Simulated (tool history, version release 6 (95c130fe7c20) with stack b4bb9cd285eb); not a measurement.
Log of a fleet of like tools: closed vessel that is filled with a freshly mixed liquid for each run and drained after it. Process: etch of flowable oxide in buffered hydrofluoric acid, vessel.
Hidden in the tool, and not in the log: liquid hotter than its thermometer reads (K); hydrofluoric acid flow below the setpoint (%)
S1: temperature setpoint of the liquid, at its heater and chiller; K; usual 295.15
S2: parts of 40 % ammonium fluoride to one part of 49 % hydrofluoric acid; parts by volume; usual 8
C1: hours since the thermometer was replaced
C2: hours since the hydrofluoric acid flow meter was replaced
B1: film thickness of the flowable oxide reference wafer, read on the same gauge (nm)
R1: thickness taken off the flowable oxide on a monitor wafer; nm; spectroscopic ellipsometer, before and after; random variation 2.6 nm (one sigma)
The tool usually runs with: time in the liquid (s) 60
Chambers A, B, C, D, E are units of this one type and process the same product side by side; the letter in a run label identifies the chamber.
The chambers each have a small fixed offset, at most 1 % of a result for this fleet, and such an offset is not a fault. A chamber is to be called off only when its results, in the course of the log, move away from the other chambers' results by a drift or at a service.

{"run": "1B", "hour": 5.4, "S1": 295.15, "S2": 8, "time in the liquid (s)": 60, "C1": 1256.7, "C2": 342.7, "B1": 29.958, "R1": 383.33}
{"hour": 5.7, "done": "chamber C: hydrofluoric acid flow meter replaced"}
{"run": "2C", "hour": 11.2, "S1": 295.15, "S2": 8, "time in the liquid (s)": 60, "C1": 1792.7, "C2": 5.6, "B1": 29.997, "R1": 393.03}
{"run": "3A", "hour": 17.8, "S1": 295.15, "S2": 8, "time in the liquid (s)": 60, "C1": 1305.9, "C2": 763.8, "B1": 30.018, "R1": 385.8}
{"run": "4D", "hour": 22.7, "S1": 295.15, "S2": 8, "time in the liquid (s)": 60, "C1": 211.8, "C2": 507.7, "B1": 30.016, "R1": 390.64}
{"run": "5E", "hour": 28.7, "S1": 295.15, "S2": 8, "time in the liquid (s)": 60, "C1": 693.9, "C2": 84.9, "B1": 29.976, "R1": 388.61}
{"run": "6E", "hour": 33.5, "S1": 295.15, "S2": 8, "time in the liquid (s)": 60, "C1": 698.7, "C2": 89.7, "B1": 30.014, "R1": 389.51}
{"run": "7B", "hour": 38.1, "S1": 295.15, "S2": 8, "time in the liquid (s)": 60, "C1": 1289.4, "C2": 375.4, "B1": 30.016, "R1": 382.17}
{"run": "8C", "hour": 41.2, "S1": 295.15, "S2": 8, "time in the liquid (s)": 60, "C1": 1822.7, "C2": 35.6, "B1": 29.999, "R1": 387.43}
{"run": "9D", "hour": 45.8, "S1": 295.15, "S2": 8, "time in the liquid (s)": 60, "C1": 234.9, "C2": 530.8, "B1": 30.011, "R1": 387.93}
{"run": "10A", "hour": 50.5, "S1": 295.15, "S2": 8, "time in the liquid (s)": 60, "C1": 1338.6, "C2": 796.5, "B1": 30.007, "R1": 383.88}
{"run": "11D", "hour": 54.6, "S1": 291.65, "S2": 10, "time in the liquid (s)": 60, "C1": 243.7, "C2": 539.6, "B1": 30.003, "R1": 260.11}
{"run": "12E", "hour": 58.9, "S1": 291.65, "S2": 10, "time in the liquid (s)": 60, "C1": 724.1, "C2": 115.1, "B1": 30.006, "R1": 263.1}
{"run": "13A", "hour": 64.3, "S1": 291.65, "S2": 10, "time in the liquid (s)": 60, "C1": 1352.4, "C2": 810.3, "B1": 29.98, "R1": 264.85}
{"run": "14B", "hour": 69.7, "S1": 291.65, "S2": 10, "time in the liquid (s)": 60, "C1": 1321, "C2": 407, "B1": 29.999, "R1": 261.06}
{"run": "15C", "hour": 73.1, "S1": 291.65, "S2": 10, "time in the liquid (s)": 60, "C1": 1854.6, "C2": 67.5, "B1": 29.983, "R1": 260.44}
{"run": "16B", "hour": 79.5, "S1": 295.15, "S2": 8, "time in the liquid (s)": 60, "C1": 1330.8, "C2": 416.8, "B1": 29.986, "R1": 388.52}
{"hour": 83.1, "done": "chamber A: thermometer replaced"}
{"run": "17D", "hour": 83.5, "S1": 295.15, "S2": 8, "time in the liquid (s)": 60, "C1": 272.6, "C2": 568.5, "B1": 29.98, "R1": 384.84}
{"run": "18E", "hour": 90.1, "S1": 295.15, "S2": 8, "time in the liquid (s)": 60, "C1": 755.3, "C2": 146.3, "B1": 30.023, "R1": 391.23}
{"run": "19C", "hour": 94.5, "S1": 295.15, "S2": 11, "time in the liquid (s)": 60, "C1": 1876, "C2": 88.9, "B1": 30.035, "R1": 291.26}
{"run": "20A", "hour": 99.0, "S1": 295.15, "S2": 11, "time in the liquid (s)": 60, "C1": 15.9, "C2": 845, "B1": 30.036, "R1": 293.44}
{"run": "21D", "hour": 102.7, "S1": 295.15, "S2": 11, "time in the liquid (s)": 60, "C1": 291.8, "C2": 587.7, "B1": 29.985, "R1": 290.83}
{"run": "22B", "hour": 109.2, "S1": 295.15, "S2": 11, "time in the liquid (s)": 60, "C1": 1360.5, "C2": 446.5, "B1": 29.989, "R1": 295.05}
{"run": "23E", "hour": 113.5, "S1": 295.15, "S2": 11, "time in the liquid (s)": 60, "C1": 778.7, "C2": 169.7, "B1": 29.992, "R1": 289.39}
{"run": "24A", "hour": 117.0, "S1": 295.15, "S2": 8, "time in the liquid (s)": 60, "C1": 33.9, "C2": 863, "B1": 29.985, "R1": 386.94}
{"run": "25C", "hour": 121.1, "S1": 295.15, "S2": 9.5, "time in the liquid (s)": 60, "C1": 1902.6, "C2": 115.5, "B1": 30.02, "R1": 332.02}
{"run": "26E", "hour": 125.3, "S1": 295.15, "S2": 9.5, "time in the liquid (s)": 60, "C1": 790.5, "C2": 181.5, "B1": 30.028, "R1": 330.21}
{"run": "27B", "hour": 129.3, "S1": 295.15, "S2": 9.5, "time in the liquid (s)": 60, "C1": 1380.6, "C2": 466.6, "B1": 30.017, "R1": 338.79}
{"run": "28C", "hour": 132.3, "S1": 295.15, "S2": 9.5, "time in the liquid (s)": 60, "C1": 1913.8, "C2": 126.7, "B1": 30.014, "R1": 329.53}
{"run": "29A", "hour": 136.8, "S1": 295.15, "S2": 9.5, "time in the liquid (s)": 60, "C1": 53.7, "C2": 882.8, "B1": 29.996, "R1": 329.28}
{"run": "30D", "hour": 139.8, "S1": 295.15, "S2": 8, "time in the liquid (s)": 60, "C1": 328.9, "C2": 624.8, "B1": 30.004, "R1": 390.97}
{"run": "31C", "hour": 143.9, "S1": 295.15, "S2": 8, "time in the liquid (s)": 60, "C1": 1925.4, "C2": 138.3, "B1": 29.971, "R1": 386.64}
{"run": "32D", "hour": 150.4, "S1": 295.15, "S2": 8, "time in the liquid (s)": 60, "C1": 339.5, "C2": 635.4, "B1": 29.99, "R1": 388.05}
{"run": "33B", "hour": 155.1, "S1": 295.15, "S2": 5.5, "time in the liquid (s)": 30, "C1": 1406.4, "C2": 492.4, "B1": 30.035, "R1": 288.1}
{"run": "34E", "hour": 161.3, "S1": 295.15, "S2": 5.5, "time in the liquid (s)": 30, "C1": 826.5, "C2": 217.5, "B1": 30.024, "R1": 276.19}
{"run": "35A", "hour": 167.2, "S1": 295.15, "S2": 5.5, "time in the liquid (s)": 30, "C1": 84.1, "C2": 913.2, "B1": 30.028, "R1": 273.79}
{"run": "36E", "hour": 173.4, "S1": 295.15, "S2": 5.5, "time in the liquid (s)": 30, "C1": 838.6, "C2": 229.6, "B1": 29.983, "R1": 276.78}
{"run": "37B", "hour": 177.0, "S1": 295.15, "S2": 5.5, "time in the liquid (s)": 30, "C1": 1428.3, "C2": 514.3, "B1": 30.01, "R1": 289.2}
{"run": "38D", "hour": 183.4, "S1": 295.15, "S2": 8, "time in the liquid (s)": 60, "C1": 372.5, "C2": 668.4, "B1": 30.013, "R1": 391.33}
{"run": "39A", "hour": 188.6, "S1": 295.15, "S2": 8, "time in the liquid (s)": 60, "C1": 105.5, "C2": 934.6, "B1": 30.006, "R1": 383.52}
{"run": "40C", "hour": 193.0, "S1": 295.15, "S2": 8, "time in the liquid (s)": 60, "C1": 1974.5, "C2": 187.4, "B1": 29.99, "R1": 387}

The same settings go to every chamber for the next run, one line per chamber below. Forecast the results for each:
{"run": "41A", "hour": 197.8, "S1": 295.15, "S2": 8, "time in the liquid (s)": 60, "R1": "?"}
{"run": "41B", "hour": 197.8, "S1": 295.15, "S2": 8, "time in the liquid (s)": 60, "R1": "?"}
{"run": "41C", "hour": 197.8, "S1": 295.15, "S2": 8, "time in the liquid (s)": 60, "R1": "?"}
{"run": "41D", "hour": 197.8, "S1": 295.15, "S2": 8, "time in the liquid (s)": 60, "R1": "?"}
{"run": "41E", "hour": 197.8, "S1": 295.15, "S2": 8, "time in the liquid (s)": 60, "R1": "?"}

run=41A R1=391.52
run=41B R1=411.08
run=41C R1=383.54
run=41D R1=387.23
run=41E R1=388.44

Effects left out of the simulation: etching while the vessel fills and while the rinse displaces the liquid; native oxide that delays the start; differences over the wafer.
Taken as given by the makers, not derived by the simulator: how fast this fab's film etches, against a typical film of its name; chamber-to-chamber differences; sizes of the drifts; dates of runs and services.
